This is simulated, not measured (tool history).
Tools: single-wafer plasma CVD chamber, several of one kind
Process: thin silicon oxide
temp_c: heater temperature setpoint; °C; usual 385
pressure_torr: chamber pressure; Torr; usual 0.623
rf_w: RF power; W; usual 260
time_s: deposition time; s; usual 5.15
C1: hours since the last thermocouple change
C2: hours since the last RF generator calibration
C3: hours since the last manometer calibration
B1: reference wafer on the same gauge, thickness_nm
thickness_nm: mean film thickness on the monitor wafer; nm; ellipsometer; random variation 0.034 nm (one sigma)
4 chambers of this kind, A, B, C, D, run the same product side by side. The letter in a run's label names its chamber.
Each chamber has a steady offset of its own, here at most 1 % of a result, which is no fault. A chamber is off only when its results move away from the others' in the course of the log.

Run 1C, day 0.321: usual settings; C1 581.1; C2 543.9; C3 1110.9; B1 6.5728. Result: thickness_nm 7.0138 nm.
Run 2B, day 0.508: usual settings; C1 976.7; C2 1680.8; C3 639.6; B1 6.5745. Result: thickness_nm 6.9868 nm.
Run 3D, day 0.675: usual settings; C1 2355.1; C2 315.3; C3 2213.3; B1 6.5673. Result: thickness_nm 6.9696 nm.
Run 4A, day 0.85: usual settings; C1 899.6; C2 2211.5; C3 1366.3; B1 6.564. Result: thickness_nm 6.9069 nm.
Run 5D, day 1.05: usual settings; C1 2364.1; C2 324.3; C3 2222.3; B1 6.5697. Result: thickness_nm 7.0096 nm.
Run 6B, day 1.283: usual settings; C1 995.3; C2 1699.4; C3 658.2; B1 6.5733. Result: thickness_nm 7.0315 nm.
Run 7A, day 1.529: usual settings; C1 915.9; C2 2227.8; C3 1382.6; B1 6.5776. Result: thickness_nm 6.8764 nm.
Run 8C, day 1.779: usual settings; C1 616.1; C2 578.9; C3 1145.9; B1 6.5761. Result: thickness_nm 6.9819 nm.
Run 9C, day 2.038: usual settings; C1 622.3; C2 585.1; C3 1152.1; B1 6.5712. Result: thickness_nm 6.9802 nm.
Run 10D, day 2.329: usual settings; C1 2394.8; C2 355; C3 2253; B1 6.5742. Result: thickness_nm 6.9667 nm.
Run 11B, day 2.483: usual settings; C1 1024.1; C2 1728.2; C3 687; B1 6.5732. Result: thickness_nm 6.9943 nm.
Run 12A, day 2.792: usual settings; C1 946.2; C2 2258.1; C3 1412.9; B1 6.5781. Result: thickness_nm 6.8505 nm.
Run 13C, day 3.075: usual settings; C1 647.2; C2 610; C3 1177; B1 6.572. Result: thickness_nm 6.9575 nm.
Run 14B, day 3.271: usual settings; C1 1043; C2 1747.1; C3 705.9; B1 6.5685. Result: thickness_nm 6.9829 nm.
Run 15D, day 3.538: usual settings but time_s 4.47 s; C1 2423.8; C2 384; C3 2282; B1 6.5727. Result: thickness_nm 6.0779 nm.
Run 16A, day 3.779: usual settings but time_s 4.47 s; C1 969.9; C2 2281.8; C3 1436.6; B1 6.5682. Result: thickness_nm 5.9985 nm.
Run 17C, day 4.012: usual settings but time_s 4.47 s; C1 669.7; C2 632.5; C3 1199.5; B1 6.5627. Result: thickness_nm 6.0669 nm.
Run 18D, day 4.292: usual settings but time_s 4.47 s; C1 2441.9; C2 402.1; C3 2300.1; B1 6.5734. Result: thickness_nm 6.0278 nm.
At day 4.575: chamber D: capacitance manometer re-zeroed and calibrated.
Run 19A, day 4.588: usual settings; C1 989.3; C2 2301.2; C3 1456; B1 6.569. Result: thickness_nm 6.9579 nm.
Run 20B, day 4.821: usual settings; C1 1080.2; C2 1784.3; C3 743.1; B1 6.5591. Result: thickness_nm 6.9468 nm.
Run 21C, day 5.117: usual settings; C1 696.2; C2 659; C3 1226; B1 6.5696. Result: thickness_nm 6.9945 nm.
Run 22D, day 5.429: usual settings; C1 2469.2; C2 429.4; C3 20.6; B1 6.5684. Result: thickness_nm 7.3276 nm.
Run 23B, day 5.646: usual settings; C1 1100; C2 1804.1; C3 762.9; B1 6.5656. Result: thickness_nm 6.9644 nm.
At day 5.692: chamber A: RF generator calibrated.
Run 24A, day 5.892: usual settings; C1 1020.6; C2 4.8; C3 1487.3; B1 6.5783. Result: thickness_nm 6.9524 nm.
Run 25B, day 6.1: usual settings; C1 1110.9; C2 1815; C3 773.8; B1 6.5605. Result: thickness_nm 7.0281 nm.
Run 26C, day 6.417: usual settings; C1 727.4; C2 690.2; C3 1257.2; B1 6.5716. Result: thickness_nm 7.0107 nm.
Run 27D, day 6.667: usual settings; C1 2498.9; C2 459.1; C3 50.3; B1 6.5701. Result: thickness_nm 7.3486 nm.
Run 28A, day 6.954: usual settings; C1 1046.1; C2 30.3; C3 1512.8; B1 6.5634. Result: thickness_nm 6.9519 nm.
Run 29A, day 7.15: usual settings; C1 1050.8; C2 35; C3 1517.5; B1 6.5776. Result: thickness_nm 6.9501 nm.
Run 30C, day 7.3: usual settings; C1 748.6; C2 711.4; C3 1278.4; B1 6.5718. Result: thickness_nm 7.0153 nm.
Run 31B, day 7.592: usual settings; C1 1146.7; C2 1850.8; C3 809.6; B1 6.5799. Result: thickness_nm 6.9733 nm.
Run 32D, day 7.796: usual settings but time_s 4.71 s; C1 2526; C2 486.2; C3 77.4; B1 6.5705. Result: thickness_nm 6.6628 nm.
Run 33C, day 7.942: usual settings but time_s 4.71 s; C1 764; C2 726.8; C3 1293.8; B1 6.5765. Result: thickness_nm 6.3704 nm.
Run 34A, day 8.246: usual settings but time_s 4.71 s; C1 1077.1; C2 61.3; C3 1543.8; B1 6.5614. Result: thickness_nm 6.3971 nm.
Run 35D, day 8.55: usual settings but time_s 4.71 s; C1 2544.1; C2 504.3; C3 95.5; B1 6.5598. Result: thickness_nm 6.6586 nm.

All 4 chambers run these settings next. Forecast each chamber's results:
Run 36A, day 8.783: usual settings but rf_w 285 W. Result: thickness_nm ?.
Run 36B, day 8.783: usual settings but rf_w 285 W. Result: thickness_nm ?.
Run 36C, day 8.783: usual settings but rf_w 285 W. Result: thickness_nm ?.
Run 36D, day 8.783: usual settings but rf_w 285 W. Result: thickness_nm ?.

run  thickness_nm
36A        7.1862
36B        7.3361
36C        7.2697
36D        7.5735
